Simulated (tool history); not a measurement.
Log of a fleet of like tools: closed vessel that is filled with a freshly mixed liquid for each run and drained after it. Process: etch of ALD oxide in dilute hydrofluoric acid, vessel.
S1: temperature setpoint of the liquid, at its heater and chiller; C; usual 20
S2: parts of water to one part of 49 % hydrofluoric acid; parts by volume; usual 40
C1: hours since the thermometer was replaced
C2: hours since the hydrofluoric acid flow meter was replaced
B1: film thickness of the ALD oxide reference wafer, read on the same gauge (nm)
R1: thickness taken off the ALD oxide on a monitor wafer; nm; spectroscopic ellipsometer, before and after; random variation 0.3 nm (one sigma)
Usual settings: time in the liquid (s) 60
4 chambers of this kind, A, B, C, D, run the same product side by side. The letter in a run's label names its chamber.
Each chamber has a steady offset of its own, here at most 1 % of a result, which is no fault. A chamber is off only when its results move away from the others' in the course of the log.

run 1B hour=9.5 | S1=20 S2=40 time_in_the_liquid_(s)=60 | C1=424.9 C2=405.1 | B1=130 | R1=35.449
run 2C hour=20.4 | S1=20 S2=40 time_in_the_liquid_(s)=60 | C1=499.5 C2=1155.3 | B1=130 | R1=35.522
run 3A hour=27.9 | S1=20 S2=40 time_in_the_liquid_(s)=60 | C1=932.3 C2=802.8 | B1=130.02 | R1=35.222
run 4D hour=44.1 | S1=20 S2=40 time_in_the_liquid_(s)=60 | C1=1690.2 C2=501.9 | B1=129.99 | R1=35.206
run 5C hour=53.4 | S1=20 S2=60 time_in_the_liquid_(s)=60 | C1=532.5 C2=1188.3 | B1=130.01 | R1=23.149
run 6A hour=66.8 | S1=20 S2=60 time_in_the_liquid_(s)=60 | C1=971.2 C2=841.7 | B1=130.02 | R1=23.153
-- hour=72.8 chamber A: hydrofluoric acid flow meter replaced
run 7B hour=78.1 | S1=20 S2=60 time_in_the_liquid_(s)=60 | C1=493.5 C2=473.7 | B1=129.99 | R1=23.324
run 8D hour=90.5 | S1=20 S2=60 time_in_the_liquid_(s)=60 | C1=1736.6 C2=548.3 | B1=129.97 | R1=22.618
run 9D hour=104.5 | S1=20 S2=40 time_in_the_liquid_(s)=60 | C1=1750.6 C2=562.3 | B1=130 | R1=34.459
run 10C hour=120 | S1=20 S2=40 time_in_the_liquid_(s)=60 | C1=599.1 C2=1254.9 | B1=130.04 | R1=35.367
run 11B hour=133 | S1=20 S2=40 time_in_the_liquid_(s)=60 | C1=548.4 C2=528.6 | B1=130.02 | R1=35.52
run 12A hour=147.8 | S1=20 S2=40 time_in_the_liquid_(s)=60 | C1=1052.2 C2=75.1 | B1=130.01 | R1=35.266
run 13C hour=161.7 | S1=20 S2=40 time_in_the_liquid_(s)=60 | C1=640.8 C2=1296.6 | B1=130.03 | R1=35.657
run 14D hour=174.2 | S1=20 S2=40 time_in_the_liquid_(s)=60 | C1=1820.3 C2=632 | B1=129.97 | R1=35.355
run 15B hour=184 | S1=20 S2=40 time_in_the_liquid_(s)=60 | C1=599.4 C2=579.6 | B1=130.03 | R1=35.91
run 16A hour=200.2 | S1=20 S2=40 time_in_the_liquid_(s)=60 | C1=1104.6 C2=127.5 | B1=130 | R1=35.073
run 17B hour=216.1 | S1=20 S2=40 time_in_the_liquid_(s)=60 | C1=631.5 C2=611.7 | B1=130.01 | R1=35.822
run 18A hour=232 | S1=20 S2=40 time_in_the_liquid_(s)=60 | C1=1136.4 C2=159.3 | B1=130.02 | R1=35.61
-- hour=236.7 chamber C: thermometer replaced
run 19D hour=242 | S1=20 S2=40 time_in_the_liquid_(s)=60 | C1=1888.1 C2=699.8 | B1=130.01 | R1=35.289
run 20C hour=253.7 | S1=20 S2=40 time_in_the_liquid_(s)=60 | C1=17.1 C2=1388.6 | B1=130.02 | R1=34.788
run 21C hour=268.9 | S1=20 S2=40 time_in_the_liquid_(s)=60 | C1=32.3 C2=1403.8 | B1=130 | R1=33.764
run 22B hour=282.7 | S1=20 S2=25 time_in_the_liquid_(s)=60 | C1=698.1 C2=678.3 | B1=129.98 | R1=58.106
-- hour=284.4 chamber A: thermometer replaced
-- hour=294.2 chamber B: hydrofluoric acid flow meter replaced
run 23D hour=296.9 | S1=20 S2=25 time_in_the_liquid_(s)=60 | C1=1943 C2=754.7 | B1=130.03 | R1=56.962
-- hour=308.5 chamber D: thermometer replaced
run 24A hour=313 | S1=20 S2=25 time_in_the_liquid_(s)=60 | C1=28.7 C2=240.3 | B1=130.02 | R1=56.526
run 25C hour=326.8 | S1=20 S2=25 time_in_the_liquid_(s)=60 | C1=90.2 C2=1461.7 | B1=129.98 | R1=54.454
run 26A hour=342.5 | S1=20 S2=40 time_in_the_liquid_(s)=60 | C1=58.2 C2=269.8 | B1=129.98 | R1=35.381
run 27B hour=358.6 | S1=20 S2=40 time_in_the_liquid_(s)=60 | C1=774 C2=64.4 | B1=129.98 | R1=35.389
run 28D hour=374.7 | S1=20 S2=40 time_in_the_liquid_(s)=60 | C1=66.3 C2=832.5 | B1=129.98 | R1=35.26
run 29A hour=387.7 | S1=20 S2=40 time_in_the_liquid_(s)=60 | C1=103.4 C2=315 | B1=129.99 | R1=35.308
run 30C hour=402.6 | S1=20 S2=40 time_in_the_liquid_(s)=60 | C1=166 C2=1537.5 | B1=129.96 | R1=33.607
run 31D hour=409.8 | S1=20 S2=40 time_in_the_liquid_(s)=60 | C1=101.4 C2=867.6 | B1=129.97 | R1=35.163
run 32B hour=426.2 | S1=20 S2=40 time_in_the_liquid_(s)=60 | C1=841.6 C2=132 | B1=129.98 | R1=35.706
run 33A hour=441.9 | S1=20 S2=40 time_in_the_liquid_(s)=60 | C1=157.6 C2=369.2 | B1=130.03 | R1=35.608
run 34D hour=458.1 | S1=20 S2=40 time_in_the_liquid_(s)=60 | C1=149.7 C2=915.9 | B1=130.01 | R1=35.254
run 35B hour=470.5 | S1=20 S2=40 time_in_the_liquid_(s)=60 | C1=885.9 C2=176.3 | B1=130.02 | R1=35.446

Is one chamber off against the others, does the gauge drift, or is nothing wrong? If a chamber is off, say which, and what the likeliest cause is.

Chamber C drifts away from the others.
Cause: hydrofluoric acid flow below the setpoint (%) = 6.24.

Here are 4 candidates for chamber C's next run, each the usual settings with a change, their results left as question marks. Which one brings its results back in line with what the others give on the usual settings?
In line means no further than this from the other chambers' mean on the usual settings: R1 1 nm
run 36C-1 hour=482.3 | S1=20 S2=40 time_in_the_liquid_(s)=55 | R1=?
run 36C-2 hour=482.3 | S1=20 S2=40 time_in_the_liquid_(s)=65 | R1=?
run 36C-3 hour=482.3 | S1=20.5 S2=40 time_in_the_liquid_(s)=60 | R1=?
run 36C-4 hour=482.3 | S1=19.5 S2=40 time_in_the_liquid_(s)=60 | R1=?

The other chambers' mean on the usual settings: R1 35.313 nm
run=36C-1 R1=29.946
run=36C-2 R1=35.391
run=36C-3 R1=33.371
run=36C-4 R1=31.964
36C-2 brings the chamber back in line.
